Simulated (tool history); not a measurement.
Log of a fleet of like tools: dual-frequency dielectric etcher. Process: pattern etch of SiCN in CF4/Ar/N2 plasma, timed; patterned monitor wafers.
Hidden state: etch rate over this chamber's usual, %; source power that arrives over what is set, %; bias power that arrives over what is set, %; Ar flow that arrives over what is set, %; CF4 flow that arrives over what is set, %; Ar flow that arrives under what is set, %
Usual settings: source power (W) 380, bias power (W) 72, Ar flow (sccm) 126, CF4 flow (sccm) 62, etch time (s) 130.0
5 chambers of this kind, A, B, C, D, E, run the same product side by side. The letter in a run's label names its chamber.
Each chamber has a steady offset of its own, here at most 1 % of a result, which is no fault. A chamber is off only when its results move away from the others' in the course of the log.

run,hour,source power (W),bias power (W),Ar flow (sccm),CF4 flow (sccm),etch time (s),hours since the last wet clean,hours since the last source power generator calibration,hours since the last bias power generator calibration,hours since the last Ar flow controller change,hours since the last CF4 flow controller change,"read-back reference wafer on the same gauge, depth_nm",mean etch depth across the wafer (Å)
1E,15.3,380,72,126,62,130.0,98.2,3037.7,980.4,4084.4,189.8,95.760,908.42
2B,23.9,380,72,126,62,130.0,254.1,2801.9,1776.9,1972.4,930.1,95.805,907.77
3C,30.9,380,72,126,62,130.0,60.4,219.4,375.1,513.7,1625.2,95.731,906.36
4D,40.7,380,72,126,62,130.0,508.5,2353.8,51.2,2499.6,558.0,95.867,920.06
# hour 52.9: chamber B: bias power generator calibrated
5A,55.3,380,72,126,62,130.0,270.4,1930.0,1047.4,1004.7,2287.9,95.794,909.72
# hour 58.7: chamber D: source power generator calibrated
6E,63.1,380,72,126,62,130.0,146.0,3085.5,1028.2,4132.2,237.6,95.703,906.04
7C,72.0,380,72,126,62,130.0,101.5,260.5,416.2,554.8,1666.3,95.919,919.88
# hour 75.9: chamber D: wet clean of the chamber
8A,79.3,380,72,126,62,130.0,294.4,1954.0,1071.4,1028.7,2311.9,95.767,906.08
# hour 79.4: chamber E: source power generator calibrated
9B,92.9,430,87,126,62,130.0,323.1,2870.9,40.0,2041.4,999.1,95.754,1090.50
10D,108.0,430,87,126,62,130.0,32.2,49.4,118.5,2566.9,625.3,95.834,1092.60
11E,119.1,430,87,126,62,130.0,202.0,39.8,1084.2,4188.2,293.6,95.745,1090.20
12D,133.8,430,87,126,62,130.0,58.0,75.2,144.3,2592.7,651.1,95.775,1097.30
13B,141.9,430,87,126,62,130.0,372.1,2919.9,89.0,2090.4,1048.1,95.807,1094.20
14C,154.6,380,72,126,62,130.0,184.1,343.1,498.8,637.4,1748.9,95.725,910.39
15A,164.7,380,72,126,62,130.0,379.8,2039.4,1156.8,1114.1,2397.3,95.776,912.33
16A,178.6,420,72,126,62,164.5,393.7,2053.3,1170.7,1128.0,2411.2,95.855,1256.10
# hour 187.1: chamber B: wet clean of the chamber
17C,191.7,420,72,126,62,164.5,221.2,380.2,535.9,674.5,1786.0,95.798,1259.70
18D,203.3,420,72,126,62,164.5,127.5,144.7,213.8,2662.2,720.6,95.799,1266.50
19E,211.9,420,72,126,62,164.5,294.8,132.6,1177.0,4281.0,386.4,95.875,1249.20
20B,226.5,420,72,126,62,164.5,39.5,3004.5,173.6,2175.0,1132.7,95.732,1259.10
21C,237.6,380,72,126,62,130.0,267.1,426.1,581.8,720.4,1831.9,95.678,916.14
22B,247.2,380,72,126,62,130.0,60.2,3025.2,194.3,2195.7,1153.4,95.884,910.99
23A,261.7,380,72,126,62,130.0,476.8,2136.4,1253.8,1211.1,2494.3,95.867,912.61
24E,271.0,380,72,126,62,130.0,353.9,191.7,1236.1,4340.1,445.5,95.700,908.09
# hour 277.4: chamber A: wet clean of the chamber
25D,279.8,380,72,126,62,130.0,204.0,221.2,290.3,2738.7,797.1,95.897,920.20
26D,289.9,380,72,126,62,130.0,214.1,231.3,300.4,2748.8,807.2,95.935,917.64
27B,299.5,380,72,126,62,130.0,112.5,3077.5,246.6,2248.0,1205.7,95.808,910.59
28C,312.6,380,72,126,62,130.0,342.1,501.1,656.8,795.4,1906.9,95.837,909.05
29A,322.4,380,72,126,62,130.0,45.0,2197.1,1314.5,1271.8,2555.0,95.865,905.38
30E,330.1,380,72,126,62,130.0,413.0,250.8,1295.2,4399.2,504.6,95.786,906.24
31A,339.1,380,72,126,62,130.0,61.7,2213.8,1331.2,1288.5,2571.7,95.780,911.20
32B,346.1,380,72,126,62,130.0,159.1,3124.1,293.2,2294.6,1252.3,95.832,912.61
33D,355.6,380,89,99,62,130.0,279.8,297.0,366.1,2814.5,872.9,95.778,1028.80
# hour 364.2: chamber D: Ar flow controller replaced
34E,364.7,380,89,99,62,130.0,447.6,285.4,1329.8,4433.8,539.2,95.745,1017.20
35C,373.9,380,89,99,62,130.0,403.4,562.4,718.1,856.7,1968.2,95.828,1018.40
# hour 376.2: chamber E: wet clean of the chamber
36D,383.2,380,89,99,62,130.0,307.4,324.6,393.7,19.0,900.5,95.676,1025.90
37A,397.6,380,89,99,62,130.0,120.2,2272.3,1389.7,1347.0,2630.2,95.728,1016.10
38C,410.2,380,72,126,62,130.0,439.7,598.7,754.4,893.0,2004.5,95.767,904.25
39E,425.1,380,72,126,62,130.0,49.0,345.8,1390.2,4494.2,599.6,95.796,909.56

Next, every chamber runs the same settings. What will each give?
40A,436.3,380,72,126,62,130.0,,,,,,,?
40B,436.3,380,72,126,62,130.0,,,,,,,?
40C,436.3,380,72,126,62,130.0,,,,,,,?
40D,436.3,380,72,126,62,130.0,,,,,,,?
40E,436.3,380,72,126,62,130.0,,,,,,,?

run,mean etch depth across the wafer (Å)
40A,911.84
40B,910.00
40C,911.04
40D,916.56
40E,915.63
